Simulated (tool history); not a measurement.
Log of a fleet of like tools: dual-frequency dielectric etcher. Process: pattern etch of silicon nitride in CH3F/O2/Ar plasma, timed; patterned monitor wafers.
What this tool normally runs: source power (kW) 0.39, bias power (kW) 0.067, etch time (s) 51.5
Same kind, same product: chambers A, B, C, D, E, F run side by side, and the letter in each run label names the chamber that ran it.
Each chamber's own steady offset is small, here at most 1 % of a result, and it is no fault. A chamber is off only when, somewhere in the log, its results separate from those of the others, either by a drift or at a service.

run   hour  source power (kW)  bias power (kW)  etch time (s)  hours since the last wet clean  hours since the last source power generator calibration  hours since the last bias power generator calibration  read-back reference wafer on the same gauge, depth_nm  mean etch depth across the wafer (nm)
       0.4  -- chamber C: wet clean of the chamber
       3.4  -- chamber A: source power generator calibrated
 1F    3.8               0.39            0.067           51.5                           360.5                                                    106.1                                                 2799.4                                                 39.027                                   35.1
 2A    8.3               0.39            0.067           51.5                           512.3                                                      4.9                                                  638.2                                                 38.996                                 35.073
 3D   12.2               0.39            0.067           51.5                           253.2                                                    618.2                                                  427.1                                                 39.032                                 34.907
 4C   16.3               0.39            0.067           51.5                            15.9                                                   3907.8                                                 2411.4                                                     39                                 35.103
 5E   20.8               0.32            0.067           36.5                             361                                                   2659.2                                                 3163.5                                                 39.016                                 22.842
 6B   24.7               0.32            0.067           36.5                            77.4                                                    903.9                                                   1567                                                 38.998                                 22.805
 7F   28.4               0.32            0.067           36.5                           385.1                                                    130.7                                                   2824                                                  38.99                                 23.091
 8C   31.9               0.32            0.067           36.5                            31.5                                                   3923.4                                                   2427                                                  38.97                                 23.137
 9D   36.2               0.32            0.067           36.5                           277.2                                                    642.2                                                  451.1                                                  38.98                                 22.992
10B   39.3               0.32            0.067           36.5                              92                                                    918.5                                                 1581.6                                                 39.036                                 22.883
11E   42.2               0.39            0.067           51.5                           382.4                                                   2680.6                                                 3184.9                                                 39.023                                 34.546
12A   44.7               0.39            0.067           51.5                           548.7                                                     41.3                                                  674.6                                                 38.964                                 34.522
13F   48.1               0.39            0.067           51.5                           404.8                                                    150.4                                                 2843.7                                                 39.016                                  35.02
14B   52.8               0.39            0.067           51.5                           105.5                                                      932                                                 1595.1                                                 38.998                                 34.871
15A     55               0.39            0.067           51.5                             559                                                     51.6                                                  684.9                                                 38.983                                 34.784
16C   58.2               0.39            0.053           51.5                            57.8                                                   3949.7                                                 2453.3                                                 38.972                                 32.278
17E   60.7               0.39            0.053           51.5                           400.9                                                   2699.1                                                 3203.4                                                 39.013                                 31.804
18D   64.4               0.39            0.053           51.5                           305.4                                                    670.4                                                  479.3                                                  38.97                                 32.208
19C   68.1               0.39            0.053           51.5                            67.7                                                   3959.6                                                 2463.2                                                 38.989                                 32.491
20E   71.5               0.39            0.053           51.5                           411.7                                                   2709.9                                                 3214.2                                                 39.004                                 32.047
21F   73.6               0.39            0.053           51.5                           430.3                                                    175.9                                                 2869.2                                                 38.982                                 32.628
22A   77.4               0.39            0.067           51.5                           581.4                                                       74                                                  707.3                                                 38.972                                 34.735
23B   81.9               0.39            0.067           51.5                           134.6                                                    961.1                                                 1624.2                                                  39.01                                 34.888
24D     86               0.32            0.073           51.5                             327                                                      692                                                  500.9                                                 38.994                                 33.298
      86.3  -- chamber F: wet clean of the chamber
25F   90.6               0.32            0.073           51.5                             4.3                                                    192.9                                                 2886.2                                                 38.982                                 35.008
26C   93.3               0.32            0.073           51.5                            92.9                                                   3984.8                                                 2488.4                                                 39.033                                 33.352
27B   96.2               0.32            0.073           51.5                           148.9                                                    975.4                                                 1638.5                                                 39.031                                 33.282
28E   98.9               0.32            0.073           51.5                           439.1                                                   2737.3                                                 3241.6                                                 38.969                                 33.093
29A  103.3               0.32            0.073           51.5                           607.3                                                     99.9                                                  733.2                                                 38.968                                 33.295
30D  106.5               0.39            0.067           51.5                           347.5                                                    712.5                                                  521.4                                                 39.034                                 34.909
31B  108.6               0.39            0.067           51.5                           161.3                                                    987.8                                                 1650.9                                                 38.998                                  34.84
32A    113               0.39            0.067           51.5                             617                                                    109.6                                                  742.9                                                 38.976                                 34.827
33F  117.2               0.39            0.067           51.5                            30.9                                                    219.5                                                 2912.8                                                 38.999                                 36.727
34E  121.2               0.39            0.067           51.5                           461.4                                                   2759.6                                                 3263.9                                                 38.999                                 34.626
     123.1  -- chamber A: wet clean of the chamber
35D  123.6               0.39            0.067           51.5                           364.6                                                    729.6                                                  538.5                                                 39.031                                  34.89
36C    127               0.34            0.067           51.5                           126.6                                                   4018.5                                                 2522.1                                                 38.957                                 33.171
37E    131               0.34            0.067           51.5                           471.2                                                   2769.4                                                 3273.7                                                 39.022                                  32.95
38C  135.2               0.34            0.067           51.5                           134.8                                                   4026.7                                                 2530.3                                                 39.015                                 33.477
39D  137.3               0.34            0.067           51.5                           378.3                                                    743.3                                                  552.2                                                 38.971                                 33.112
40B  141.3               0.34            0.067           51.5                             194                                                   1020.5                                                 1683.6                                                  39.01                                 33.019
41A  145.6               0.34            0.067           51.5                            22.6                                                    142.2                                                  775.5                                                 39.003                                 33.106
42F  150.3               0.39            0.067           51.5                              64                                                    252.6                                                 2945.9                                                 39.019                                 36.806
43D  153.3               0.39            0.067           51.5                           394.3                                                    759.3                                                  568.2                                                 38.997                                 35.179

Next, all 6 chambers run the settings below, one line each with question marks for the results. What does each chamber give?
44A  156.7               0.39            0.067           51.5                                                                                                                                                                                                                                             ?
44B  156.7               0.39            0.067           51.5                                                                                                                                                                                                                                             ?
44C  156.7               0.39            0.067           51.5                                                                                                                                                                                                                                             ?
44D  156.7               0.39            0.067           51.5                                                                                                                                                                                                                                             ?
44E  156.7               0.39            0.067           51.5                                                                                                                                                                                                                                             ?
44F  156.7               0.39            0.067           51.5                                                                                                                                                                                                                                             ?

run  mean etch depth across the wafer (nm)
44A                                 34.746
44B                                 35.012
44C                                 35.035
44D                                 34.898
44E                                 34.569
44F                                 36.423
